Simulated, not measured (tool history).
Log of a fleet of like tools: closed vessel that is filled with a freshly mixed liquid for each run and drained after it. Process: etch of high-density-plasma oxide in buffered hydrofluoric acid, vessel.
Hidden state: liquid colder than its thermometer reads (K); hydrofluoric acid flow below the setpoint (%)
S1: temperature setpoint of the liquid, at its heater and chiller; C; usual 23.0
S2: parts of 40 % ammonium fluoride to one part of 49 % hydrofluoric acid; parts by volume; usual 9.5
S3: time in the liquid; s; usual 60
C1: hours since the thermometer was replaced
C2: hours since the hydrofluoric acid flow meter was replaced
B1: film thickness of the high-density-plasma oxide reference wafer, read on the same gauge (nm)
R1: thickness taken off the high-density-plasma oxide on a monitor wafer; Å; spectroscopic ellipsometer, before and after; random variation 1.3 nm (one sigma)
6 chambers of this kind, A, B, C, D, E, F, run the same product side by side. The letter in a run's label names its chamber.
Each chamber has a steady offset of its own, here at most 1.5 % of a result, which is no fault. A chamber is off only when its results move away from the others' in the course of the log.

run 1A day=0.412 | S1=23.0 S2=9.5 S3=60 | C1=23.8 C2=834.3 | B1=99.983 | R1=1650.3
run 2E day=0.817 | S1=23.0 S2=9.5 S3=60 | C1=1075.7 C2=382.4 | B1=99.994 | R1=1579.4
run 3C day=1.204 | S1=23.0 S2=9.5 S3=60 | C1=1331.2 C2=1214.0 | B1=100.020 | R1=1596.8
run 4D day=1.654 | S1=23.0 S2=9.5 S3=60 | C1=407.6 C2=909.4 | B1=99.985 | R1=1624.0
run 5F day=1.950 | S1=23.0 S2=9.5 S3=60 | C1=2174.5 C2=942.2 | B1=100.030 | R1=1629.4
run 6B day=2.279 | S1=23.0 S2=9.5 S3=60 | C1=920.3 C2=1637.2 | B1=100.020 | R1=1612.3
run 7F day=2.821 | S1=23.0 S2=9.5 S3=60 | C1=2195.4 C2=963.1 | B1=100.020 | R1=1616.8
run 8A day=3.408 | S1=23.0 S2=9.5 S3=40 | C1=95.7 C2=906.2 | B1=99.990 | R1=1067.0
run 9B day=3.704 | S1=23.0 S2=9.5 S3=40 | C1=954.5 C2=1671.4 | B1=99.971 | R1=1073.8
run 10E day=4.142 | S1=23.0 S2=9.5 S3=40 | C1=1155.5 C2=462.2 | B1=99.958 | R1=1056.3
run 11D day=4.562 | S1=23.0 S2=9.5 S3=40 | C1=477.4 C2=979.2 | B1=99.968 | R1=1064.4
run 12C day=4.867 | S1=23.0 S2=9.5 S3=40 | C1=1419.1 C2=1301.9 | B1=99.986 | R1=1053.2
run 13B day=5.412 | S1=23.0 S2=9.5 S3=40 | C1=995.5 C2=1712.4 | B1=99.979 | R1=1067.0
run 14D day=5.842 | S1=23.0 S2=9.5 S3=60 | C1=508.1 C2=1009.9 | B1=100.000 | R1=1602.0
run 15A day=6.233 | S1=23.0 S2=9.5 S3=60 | C1=163.5 C2=974.0 | B1=100.000 | R1=1579.8
run 16F day=6.854 | S1=23.0 S2=9.5 S3=60 | C1=2292.2 C2=1059.9 | B1=99.979 | R1=1620.0
run 17C day=7.358 | S1=23.0 S2=9.5 S3=60 | C1=1478.9 C2=1361.7 | B1=100.010 | R1=1590.0
run 18E day=7.717 | S1=27.0 S2=9.5 S3=60 | C1=1241.3 C2=548.0 | B1=99.948 | R1=1948.5
run 19C day=8.158 | S1=27.0 S2=9.5 S3=60 | C1=1498.1 C2=1380.9 | B1=99.954 | R1=1993.9
run 20B day=8.679 | S1=27.0 S2=9.5 S3=60 | C1=1073.9 C2=1790.8 | B1=100.000 | R1=1981.4
run 21D day=9.217 | S1=27.0 S2=9.5 S3=60 | C1=589.1 C2=1090.9 | B1=100.010 | R1=1964.0
-- day=9.496 chamber C: hydrofluoric acid flow meter replaced
run 22F day=9.521 | S1=27.0 S2=9.5 S3=60 | C1=2356.2 C2=1123.9 | B1=100.000 | R1=1991.2
run 23E day=9.912 | S1=27.0 S2=9.5 S3=60 | C1=1294.0 C2=600.7 | B1=100.010 | R1=1962.2
run 24A day=10.308 | S1=23.0 S2=9.5 S3=60 | C1=261.3 C2=1071.8 | B1=99.973 | R1=1600.1
run 25D day=10.617 | S1=23.0 S2=12.0 S3=60 | C1=622.7 C2=1124.5 | B1=99.989 | R1=1286.3
run 26B day=11.088 | S1=23.0 S2=12.0 S3=60 | C1=1131.7 C2=1848.6 | B1=100.010 | R1=1309.6
run 27E day=11.396 | S1=23.0 S2=12.0 S3=60 | C1=1329.6 C2=636.3 | B1=99.997 | R1=1292.9
run 28C day=11.783 | S1=23.0 S2=12.0 S3=60 | C1=1585.1 C2=54.9 | B1=100.030 | R1=1297.9
run 29F day=12.408 | S1=23.0 S2=12.0 S3=60 | C1=2425.5 C2=1193.2 | B1=99.998 | R1=1321.4
-- day=12.538 chamber B: hydrofluoric acid flow meter replaced
run 30A day=12.721 | S1=23.0 S2=12.0 S3=60 | C1=319.2 C2=1129.7 | B1=100.030 | R1=1299.3
run 31E day=13.088 | S1=23.0 S2=9.5 S3=60 | C1=1370.2 C2=676.9 | B1=99.999 | R1=1579.5
run 32A day=13.488 | S1=23.0 S2=9.5 S3=60 | C1=337.6 C2=1148.1 | B1=100.010 | R1=1613.4
run 33D day=14.021 | S1=23.0 S2=9.5 S3=60 | C1=704.4 C2=1206.2 | B1=100.020 | R1=1588.8
run 34C day=14.592 | S1=23.0 S2=9.5 S3=60 | C1=1652.5 C2=122.3 | B1=100.060 | R1=1559.2
run 35F day=15.217 | S1=23.0 S2=9.5 S3=60 | C1=2492.9 C2=1260.6 | B1=99.996 | R1=1607.5
run 36B day=15.696 | S1=23.0 S2=9.5 S3=60 | C1=1242.3 C2=75.8 | B1=100.020 | R1=1648.2
run 37B day=16.012 | S1=23.0 S2=6.0 S3=60 | C1=1249.9 C2=83.4 | B1=99.981 | R1=2541.3
-- day=16.196 chamber F: hydrofluoric acid flow meter replaced
run 38F day=16.612 | S1=23.0 S2=6.0 S3=60 | C1=2526.4 C2=10.0 | B1=99.980 | R1=2529.4
run 39E day=16.917 | S1=23.0 S2=6.0 S3=60 | C1=1462.1 C2=768.8 | B1=100.020 | R1=2449.2
run 40D day=17.288 | S1=23.0 S2=6.0 S3=60 | C1=782.8 C2=1284.6 | B1=100.060 | R1=2453.9
run 41C day=17.696 | S1=23.0 S2=6.0 S3=60 | C1=1727.0 C2=196.8 | B1=99.987 | R1=2462.3
run 42A day=17.988 | S1=23.0 S2=6.0 S3=60 | C1=445.6 C2=1256.1 | B1=99.971 | R1=2518.5
-- day=18.221 chamber A: hydrofluoric acid flow meter replaced
run 43C day=18.521 | S1=23.0 S2=9.5 S3=60 | C1=1746.8 C2=216.6 | B1=100.010 | R1=1606.2
run 44A day=19.004 | S1=23.0 S2=9.5 S3=45 | C1=470.0 C2=18.8 | B1=99.984 | R1=1206.9

Next, every chamber runs the same settings. What will each give?
run 45A day=19.458 | S1=18.5 S2=9.5 S3=60 | R1=?
run 45B day=19.458 | S1=18.5 S2=9.5 S3=60 | R1=?
run 45C day=19.458 | S1=18.5 S2=9.5 S3=60 | R1=?
run 45D day=19.458 | S1=18.5 S2=9.5 S3=60 | R1=?
run 45E day=19.458 | S1=18.5 S2=9.5 S3=60 | R1=?
run 45F day=19.458 | S1=18.5 S2=9.5 S3=60 | R1=?

run=45A R1=1255.7
run=45B R1=1244.6
run=45C R1=1253.6
run=45D R1=1226.6
run=45E R1=1231.8
run=45F R1=1241.7
